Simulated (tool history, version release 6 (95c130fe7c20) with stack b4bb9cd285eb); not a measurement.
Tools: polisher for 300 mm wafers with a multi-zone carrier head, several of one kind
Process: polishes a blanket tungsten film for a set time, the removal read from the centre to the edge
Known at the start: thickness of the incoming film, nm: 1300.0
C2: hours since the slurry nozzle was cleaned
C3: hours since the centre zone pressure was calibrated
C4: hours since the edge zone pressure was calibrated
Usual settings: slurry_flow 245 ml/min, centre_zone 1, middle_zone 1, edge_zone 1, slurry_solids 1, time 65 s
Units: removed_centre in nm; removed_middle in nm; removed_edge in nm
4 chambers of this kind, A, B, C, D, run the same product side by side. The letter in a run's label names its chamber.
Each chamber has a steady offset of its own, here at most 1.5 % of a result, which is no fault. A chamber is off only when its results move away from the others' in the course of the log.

run 1C hour=4.3 | slurry_flow=245 centre_zone=1 middle_zone=1 edge_zone=1 slurry_solids=1 time=65 | wafers_polished_on_this_pad=510 C2=415 C3=265 C4=139.3 | removed_centre=403.43 removed_middle=407.92 removed_edge=407.72
run 2A hour=8.6 | slurry_flow=245 centre_zone=1 middle_zone=1 edge_zone=1 slurry_solids=1 time=65 | wafers_polished_on_this_pad=443 C2=199.6 C3=620.4 C4=773.1 | removed_centre=410.11 removed_middle=412.03 removed_edge=412.72
run 3B hour=11.6 | slurry_flow=245 centre_zone=1 middle_zone=1 edge_zone=1 slurry_solids=1 time=65 | wafers_polished_on_this_pad=1101 C2=15.5 C3=97.5 C4=399.7 | removed_centre=415.55 removed_middle=410.96 removed_edge=416.06
run 4D hour=14.9 | slurry_flow=245 centre_zone=1 middle_zone=1 edge_zone=1 slurry_solids=1 time=65 | wafers_polished_on_this_pad=1150 C2=210.8 C3=321.2 C4=264.5 | removed_centre=417.08 removed_middle=414.36 removed_edge=415.09
-- hour=17.9 chamber B: worn pad replaced by a new one
run 5C hour=18.5 | slurry_flow=245 centre_zone=1 middle_zone=1 edge_zone=1 slurry_solids=1 time=65 | wafers_polished_on_this_pad=661 C2=429.2 C3=279.2 C4=153.5 | removed_centre=408.74 removed_middle=408.62 removed_edge=409.83
run 6B hour=23.6 | slurry_flow=245 centre_zone=1 middle_zone=1 edge_zone=1 slurry_solids=1 time=65 | wafers_polished_on_this_pad=61 C2=27.5 C3=109.5 C4=411.7 | removed_centre=407.57 removed_middle=404.96 removed_edge=416.6
-- hour=25.1 chamber D: worn pad replaced by a new one
run 7D hour=29.3 | slurry_flow=245 centre_zone=1 middle_zone=1 edge_zone=1 slurry_solids=1 time=65 | wafers_polished_on_this_pad=44 C2=225.2 C3=335.6 C4=278.9 | removed_centre=410.12 removed_middle=421.51 removed_edge=414.77
run 8A hour=32.7 | slurry_flow=245 centre_zone=1 middle_zone=1 edge_zone=1 slurry_solids=1 time=65 | wafers_polished_on_this_pad=700 C2=223.7 C3=644.5 C4=797.2 | removed_centre=407.22 removed_middle=408.98 removed_edge=410.67
run 9D hour=38.8 | slurry_flow=245 centre_zone=1 middle_zone=1 edge_zone=1 slurry_solids=1 time=65 | wafers_polished_on_this_pad=145 C2=234.7 C3=345.1 C4=288.4 | removed_centre=409.36 removed_middle=416.8 removed_edge=415.47
run 10A hour=43.5 | slurry_flow=245 centre_zone=1 middle_zone=1 edge_zone=1 slurry_solids=1 time=65 | wafers_polished_on_this_pad=815 C2=234.5 C3=655.3 C4=808 | removed_centre=411.41 removed_middle=402.65 removed_edge=415.93
run 11B hour=48.7 | slurry_flow=245 centre_zone=1 middle_zone=1 edge_zone=1 slurry_solids=1 time=65 | wafers_polished_on_this_pad=328 C2=52.6 C3=134.6 C4=436.8 | removed_centre=414.38 removed_middle=408.75 removed_edge=408.54
run 12C hour=54.3 | slurry_flow=245 centre_zone=1 middle_zone=1 edge_zone=1 slurry_solids=1 time=65 | wafers_polished_on_this_pad=1042 C2=465 C3=315 C4=189.3 | removed_centre=405.77 removed_middle=403.35 removed_edge=403.23
-- hour=55.9 chamber D: slurry nozzle cleaned
-- hour=59.5 chamber C: worn pad replaced by a new one
run 13C hour=60.2 | slurry_flow=245 centre_zone=1 middle_zone=0.89 edge_zone=1 slurry_solids=1 time=65 | wafers_polished_on_this_pad=7 C2=470.9 C3=320.9 C4=195.2 | removed_centre=410.09 removed_middle=368.4 removed_edge=413.73
run 14A hour=65.8 | slurry_flow=245 centre_zone=1 middle_zone=0.89 edge_zone=1 slurry_solids=1 time=65 | wafers_polished_on_this_pad=1052 C2=256.8 C3=677.6 C4=830.3 | removed_centre=405.68 removed_middle=367.66 removed_edge=413.99
run 15D hour=71.1 | slurry_flow=245 centre_zone=1 middle_zone=0.89 edge_zone=1 slurry_solids=1 time=65 | wafers_polished_on_this_pad=489 C2=15.2 C3=377.4 C4=320.7 | removed_centre=412.1 removed_middle=382.82 removed_edge=409.03
run 16B hour=75.5 | slurry_flow=245 centre_zone=1 middle_zone=0.89 edge_zone=1 slurry_solids=1 time=65 | wafers_polished_on_this_pad=613 C2=79.4 C3=161.4 C4=463.6 | removed_centre=412.96 removed_middle=364.25 removed_edge=416.25
run 17D hour=81 | slurry_flow=245 centre_zone=1 middle_zone=1.12 edge_zone=1 slurry_solids=1 time=55 | wafers_polished_on_this_pad=594 C2=25.1 C3=387.3 C4=330.6 | removed_centre=348.43 removed_middle=393.57 removed_edge=350.38
run 18A hour=84.6 | slurry_flow=245 centre_zone=1 middle_zone=1.12 edge_zone=1 slurry_solids=1 time=55 | wafers_polished_on_this_pad=1252 C2=275.6 C3=696.4 C4=849.1 | removed_centre=342.8 removed_middle=380.54 removed_edge=349.64
run 19C hour=89 | slurry_flow=245 centre_zone=1 middle_zone=1.12 edge_zone=1 slurry_solids=1 time=55 | wafers_polished_on_this_pad=314 C2=499.7 C3=349.7 C4=224 | removed_centre=336.26 removed_middle=381.84 removed_edge=346.32
run 20B hour=92.2 | slurry_flow=245 centre_zone=1 middle_zone=1.12 edge_zone=1 slurry_solids=1 time=55 | wafers_polished_on_this_pad=791 C2=96.1 C3=178.1 C4=480.3 | removed_centre=350.24 removed_middle=382.03 removed_edge=351.46
run 21D hour=95.5 | slurry_flow=245 centre_zone=1 middle_zone=1 edge_zone=1 slurry_solids=1 time=65 | wafers_polished_on_this_pad=749 C2=39.6 C3=401.8 C4=345.1 | removed_centre=409.35 removed_middle=418.51 removed_edge=414.47
run 22C hour=100.7 | slurry_flow=245 centre_zone=1 middle_zone=1 edge_zone=1 slurry_solids=1 time=65 | wafers_polished_on_this_pad=438 C2=511.4 C3=361.4 C4=235.7 | removed_centre=391.65 removed_middle=412.98 removed_edge=415.28
run 23A hour=106.3 | slurry_flow=245 centre_zone=1 middle_zone=1 edge_zone=1 slurry_solids=1 time=65 | wafers_polished_on_this_pad=1483 C2=297.3 C3=718.1 C4=870.8 | removed_centre=408.51 removed_middle=408.18 removed_edge=417.58
-- hour=109 chamber A: worn pad replaced by a new one
run 24B hour=111.6 | slurry_flow=245 centre_zone=1 middle_zone=1 edge_zone=1 slurry_solids=1 time=65 | wafers_polished_on_this_pad=998 C2=115.5 C3=197.5 C4=499.7 | removed_centre=413.99 removed_middle=413.92 removed_edge=418.37
run 25A hour=117.2 | slurry_flow=245 centre_zone=1 middle_zone=1 edge_zone=1 slurry_solids=1 time=65 | wafers_polished_on_this_pad=88 C2=308.2 C3=729 C4=881.7 | removed_centre=411.57 removed_middle=418.17 removed_edge=414.02
run 26B hour=121.1 | slurry_flow=245 centre_zone=1 middle_zone=1 edge_zone=1 slurry_solids=1 time=65 | wafers_polished_on_this_pad=1099 C2=125 C3=207 C4=509.2 | removed_centre=415.31 removed_middle=415.64 removed_edge=414.75
run 27C hour=124.4 | slurry_flow=245 centre_zone=1 middle_zone=1 edge_zone=1 slurry_solids=1 time=65 | wafers_polished_on_this_pad=690 C2=535.1 C3=385.1 C4=259.4 | removed_centre=379.26 removed_middle=404.66 removed_edge=409.01
run 28D hour=128.1 | slurry_flow=245 centre_zone=1 middle_zone=1 edge_zone=1 slurry_solids=1.1 time=65 | wafers_polished_on_this_pad=1096 C2=72.2 C3=434.4 C4=377.7 | removed_centre=422.65 removed_middle=426.41 removed_edge=423.61
run 29D hour=131 | slurry_flow=245 centre_zone=1 middle_zone=1 edge_zone=1 slurry_solids=1.1 time=65 | wafers_polished_on_this_pad=1127 C2=75.1 C3=437.3 C4=380.6 | removed_centre=423.47 removed_middle=430.55 removed_edge=422.39
-- hour=132.1 chamber B: worn pad replaced by a new one
run 30B hour=137.2 | slurry_flow=245 centre_zone=1 middle_zone=1 edge_zone=1 slurry_solids=1.1 time=65 | wafers_polished_on_this_pad=54 C2=141.1 C3=223.1 C4=525.3 | removed_centre=418.54 removed_middle=423.81 removed_edge=427.76
-- hour=138.7 chamber A: edge zone pressure recalibrated
run 31A hour=142.9 | slurry_flow=245 centre_zone=1 middle_zone=1 edge_zone=1 slurry_solids=1.1 time=65 | wafers_polished_on_this_pad=361 C2=333.9 C3=754.7 C4=4.2 | removed_centre=419.49 removed_middle=423.02 removed_edge=422.06
-- hour=144.4 chamber C: worn pad replaced by a new one
run 32C hour=147.7 | slurry_flow=245 centre_zone=1 middle_zone=1 edge_zone=1 slurry_solids=1 time=65 | wafers_polished_on_this_pad=35 C2=558.4 C3=408.4 C4=282.7 | removed_centre=371.7 removed_middle=402.53 removed_edge=411.31
run 33C hour=153.4 | slurry_flow=245 centre_zone=1 middle_zone=1 edge_zone=1 slurry_solids=1 time=65 | wafers_polished_on_this_pad=96 C2=564.1 C3=414.1 C4=288.4 | removed_centre=372.99 removed_middle=410.66 removed_edge=413.65
run 34A hour=157.4 | slurry_flow=245 centre_zone=1 middle_zone=1 edge_zone=1 slurry_solids=1 time=65 | wafers_polished_on_this_pad=515 C2=348.4 C3=769.2 C4=18.7 | removed_centre=410.6 removed_middle=412.18 removed_edge=419.37

Is one chamber off against the others, does the gauge drift, or is nothing wrong? If a chamber is off, say which, and what the likeliest cause is.

Chamber C drifts away from the others.
Cause: centre zone's pressure below its setpoint, % = 9.45.

Here are 4 candidates for chamber C's next run, each the usual settings with a change, their results left as question marks. Which one brings its results back in line with what the others give on the usual settings?
In line means no further than this from the other chambers' mean on the usual settings: removed_centre 11 nm; removed_middle 17 nm; removed_edge 13 nm
run 35C-1 hour=162.1 | slurry_flow=240 centre_zone=0.91 middle_zone=1.01 edge_zone=1.04 slurry_solids=1 time=64 | removed_centre=? removed_middle=? removed_edge=?
run 35C-2 hour=162.1 | slurry_flow=250 centre_zone=1.09 middle_zone=0.99 edge_zone=0.96 slurry_solids=1 time=66 | removed_centre=? removed_middle=? removed_edge=?
run 35C-3 hour=162.1 | slurry_flow=235 centre_zone=0.86 middle_zone=1.01 edge_zone=1.06 slurry_solids=1 time=63 | removed_centre=? removed_middle=? removed_edge=?
run 35C-4 hour=162.1 | slurry_flow=260 centre_zone=1.17 middle_zone=0.98 edge_zone=0.93 slurry_solids=1 time=67 | removed_centre=? removed_middle=? removed_edge=?

The other chambers' mean on the usual settings: removed_centre 410.05 nm; removed_middle 412.71 nm; removed_edge 413.07 nm
run=35C-1 removed_centre=322.48 removed_middle=406.28 removed_edge=416.16
run=35C-2 removed_centre=407.66 removed_middle=413 removed_edge=412.91
run=35C-3 removed_centre=297.24 removed_middle=399.01 removed_edge=413.13
run=35C-4 removed_centre=449.12 removed_middle=417.06 removed_edge=413.77
35C-2 brings the chamber back in line.
